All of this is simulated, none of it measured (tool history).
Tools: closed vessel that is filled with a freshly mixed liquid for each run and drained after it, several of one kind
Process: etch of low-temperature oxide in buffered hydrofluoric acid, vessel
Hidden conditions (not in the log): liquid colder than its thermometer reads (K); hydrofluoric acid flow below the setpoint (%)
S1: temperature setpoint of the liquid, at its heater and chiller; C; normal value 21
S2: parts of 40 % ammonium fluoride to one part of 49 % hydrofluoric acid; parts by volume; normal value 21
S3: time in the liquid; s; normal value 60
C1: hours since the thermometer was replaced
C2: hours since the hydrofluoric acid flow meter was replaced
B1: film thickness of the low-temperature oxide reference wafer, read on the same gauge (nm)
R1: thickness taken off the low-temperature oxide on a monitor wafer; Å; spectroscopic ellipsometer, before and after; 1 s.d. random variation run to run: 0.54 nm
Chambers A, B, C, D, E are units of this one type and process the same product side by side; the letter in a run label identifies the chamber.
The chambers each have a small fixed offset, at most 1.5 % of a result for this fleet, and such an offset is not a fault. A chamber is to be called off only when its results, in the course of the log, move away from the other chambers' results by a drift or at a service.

| run | hour | S1 | S2 | S3 | C1 | C2 | B1 | R1 |
|---|---|---|---|---|---|---|---|---|
| 1E | 9.4 | 21 | 21 | 60 | 2793.6 | 122.7 | 139.98 | 1667.2 |
| 2D | 18.8 | 21 | 21 | 60 | 584.6 | 920.9 | 139.99 | 1645.9 |
| 3C | 28.6 | 21 | 21 | 60 | 841.7 | 818.9 | 139.98 | 1661.4 |
| 4B | 37.8 | 21 | 21 | 60 | 691.4 | 147.4 | 140.02 | 1647.9 |
| 5A | 44.3 | 25 | 21 | 60 | 609.2 | 402.8 | 139.99 | 2046.9 |
| 6A | 52.8 | 25 | 21 | 60 | 617.7 | 411.3 | 140.01 | 2033.5 |
| 7C | 62.1 | 25 | 21 | 60 | 875.2 | 852.4 | 140.01 | 2069.3 |
| 8B | 69.7 | 25 | 21 | 60 | 723.3 | 179.3 | 140 | 2063.2 |
| 9D | 81 | 25 | 21 | 60 | 646.8 | 983.1 | 139.98 | 2057 |
| 10E | 93.8 | 21 | 21 | 60 | 2878 | 207.1 | 140 | 1669.8 |
| 11D | 100.2 | 21 | 21 | 60 | 666 | 1002.3 | 140.01 | 1652 |
| 12E | 106.7 | 21 | 21 | 45 | 2890.9 | 220 | 140 | 1259.4 |
| 13C | 115.5 | 21 | 21 | 45 | 928.6 | 905.8 | 139.99 | 1239.3 |
| 14A | 128.6 | 21 | 21 | 45 | 693.5 | 487.1 | 140 | 1208.8 |
| 15B | 135.8 | 21 | 21 | 45 | 789.4 | 245.4 | 139.99 | 1236.3 |
| 16D | 146.9 | 21 | 21 | 45 | 712.7 | 1049 | 140.02 | 1232.3 |
| 17E | 156.6 | 21 | 21 | 60 | 2940.8 | 269.9 | 139.98 | 1667 |
|  | 162 | chamber E: thermometer replaced |
| 18B | 167.9 | 21 | 21 | 60 | 821.5 | 277.5 | 140 | 1655.8 |
| 19A | 181.5 | 21 | 21 | 60 | 746.4 | 540 | 140.01 | 1607.8 |
| 20C | 195.1 | 21 | 21 | 60 | 1008.2 | 985.4 | 140.02 | 1653 |
| 21A | 202.4 | 21 | 21 | 60 | 767.3 | 560.9 | 139.99 | 1594.2 |
| 22D | 211.3 | 25 | 21 | 35 | 777.1 | 1113.4 | 140 | 1206.3 |
|  | 222.4 | chamber D: hydrofluoric acid flow meter replaced |
| 23E | 224.6 | 25 | 21 | 35 | 62.7 | 337.9 | 140 | 1216.7 |
| 24C | 236.7 | 25 | 21 | 35 | 1049.8 | 1027 | 140.01 | 1205.2 |
| 25B | 244.3 | 25 | 21 | 35 | 897.9 | 353.9 | 140.01 | 1207.5 |
| 26E | 255.9 | 25 | 21 | 35 | 94 | 369.2 | 139.99 | 1215.5 |
| 27A | 268.2 | 21 | 21 | 60 | 833.1 | 626.7 | 139.99 | 1586.1 |
| 28C | 277.2 | 21 | 21 | 60 | 1090.3 | 1067.5 | 140.01 | 1650.9 |
| 29B | 285.9 | 21 | 21 | 60 | 939.5 | 395.5 | 140.02 | 1650.2 |
| 30D | 295.6 | 21 | 21 | 60 | 861.4 | 73.3 | 139.99 | 1641.3 |
|  | 299.3 | chamber C: thermometer replaced |
| 31A | 307.9 | 21 | 21 | 60 | 872.8 | 666.4 | 140.01 | 1572.5 |
| 32E | 314.2 | 21 | 21 | 60 | 152.3 | 427.5 | 140.01 | 1667.6 |
| 33B | 323.7 | 21 | 21 | 60 | 977.3 | 433.3 | 140 | 1654.6 |
| 34D | 335.2 | 21 | 21 | 60 | 901 | 112.9 | 139.99 | 1639.2 |
| 35C | 348.3 | 21 | 21 | 60 | 49 | 1138.6 | 139.99 | 1659.6 |
| 36C | 357.5 | 21 | 21 | 60 | 58.2 | 1147.8 | 140 | 1659.9 |
| 37B | 369.2 | 21 | 21 | 60 | 1022.8 | 478.8 | 139.99 | 1657.8 |

Read the log: is a single chamber off, either drifting away or since a service, is the gauge that measures every chamber drifting, or is nothing wrong beyond small per-chamber offsets? Name any odd chamber and what most likely caused it.

It is chamber A that slowly wanders off from its peers.
Likeliest cause: hydrofluoric acid flow below the setpoint (%) = 6.57.
It could be hard to tell apart here from: liquid colder than its thermometer reads (K).

Chamber A could run next with any of the 4 candidate recipes listed below; each alters the usual settings, and their results appear as question marks. Which one brings its results back in line with what the other chambers deliver on the usual settings?
A result is in line if it is within this distance of the other chambers' mean on the usual settings: R1 19 Å
| 38A-1 | 379.3 | 21 | 20 | 60 |  |  |  | ? |
| 38A-2 | 379.3 | 20 | 21 | 60 |  |  |  | ? |
| 38A-3 | 379.3 | 21 | 22 | 60 |  |  |  | ? |
| 38A-4 | 379.3 | 22 | 21 | 60 |  |  |  | ? |

Usual-settings mean across the other chambers: R1 1655.9 Å
| run | R1 |
|---|---|
| 38A-1 | 1612.6 |
| 38A-2 | 1475.6 |
| 38A-3 | 1510.9 |
| 38A-4 | 1648.2 |
38A-4 brings the chamber back in line.
